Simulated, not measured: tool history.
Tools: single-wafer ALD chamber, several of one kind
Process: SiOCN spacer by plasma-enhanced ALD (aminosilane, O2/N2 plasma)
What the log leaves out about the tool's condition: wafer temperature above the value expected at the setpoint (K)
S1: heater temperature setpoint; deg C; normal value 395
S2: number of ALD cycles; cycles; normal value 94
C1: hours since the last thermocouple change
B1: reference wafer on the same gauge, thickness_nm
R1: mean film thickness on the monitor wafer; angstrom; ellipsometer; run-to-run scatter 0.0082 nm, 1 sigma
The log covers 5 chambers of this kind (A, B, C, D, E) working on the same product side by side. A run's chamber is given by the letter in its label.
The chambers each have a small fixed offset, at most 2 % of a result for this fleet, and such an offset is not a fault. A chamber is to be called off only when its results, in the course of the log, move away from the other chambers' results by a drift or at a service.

run	hour	S1	S2	C1	B1	R1
1C	15.4	395	94	459.6	4.7598	57.015
2D	23.2	395	94	1352.6	4.7626	57.568
# hour 37.7: chamber E: thermocouple changed; heater temperature recalibrated
3A	39.0	395	94	1247.5	4.7628	56.557
4B	52.3	395	94	992.7	4.7632	57.173
5E	64.4	403	94	26.7	4.7647	56.198
6C	71.7	403	94	515.9	4.7637	56.244
7E	80.0	403	94	42.3	4.7654	56.136
8D	92.3	403	94	1421.7	4.7676	57.340
9A	103.3	403	94	1311.8	4.7692	55.884
10B	113.5	395	94	1053.9	4.7686	57.265
11E	121.6	395	84	83.9	4.7682	50.653
12D	131.7	395	84	1461.1	4.7682	51.734
13B	147.3	395	84	1087.7	4.7695	51.211
14C	155.0	395	84	599.2	4.7716	51.012
15A	163.6	395	84	1372.1	4.7705	50.642
16D	177.4	395	94	1506.8	4.7725	57.729
17A	185.1	385	81	1393.6	4.7729	48.823
18E	200.1	385	81	162.4	4.7744	48.837
19B	212.7	385	81	1153.1	4.7737	49.466
# hour 218.6: chamber D: thermocouple changed; heater temperature recalibrated
20C	219.8	385	81	664.0	4.7752	49.158
21D	232.3	385	81	13.7	4.7774	49.945
22B	245.6	395	94	1186.0	4.7767	57.357
23A	254.1	395	94	1462.6	4.7751	56.804
24C	269.8	395	94	714.0	4.7797	57.138
25E	279.2	395	94	241.5	4.7790	56.990
26E	288.9	395	94	251.2	4.7814	56.863
27C	300.8	395	94	745.0	4.7814	57.124
28B	314.1	395	94	1254.5	4.7820	57.558
29D	323.7	395	94	105.1	4.7821	58.064
30A	335.9	395	94	1544.4	4.7856	56.728
31D	349.1	395	94	130.5	4.7844	57.907
32A	357.7	395	94	1566.2	4.7841	56.774
33E	365.9	395	94	328.2	4.7856	57.151
34C	375.6	395	94	819.8	4.7871	57.174
35B	382.6	383	105	1323.0	4.7884	64.331
36C	391.2	383	105	835.4	4.7891	63.968

Does one chamber stand apart from the rest, does the shared gauge drift, or is all well apart from small per-chamber offsets? Give the chamber and the most likely cause, where there is one.

Every chamber seems to shift together because the gauge that measures them all drifts; the chambers themselves are fine.
Most likely cause: gauge reads high (%) = 0.596.
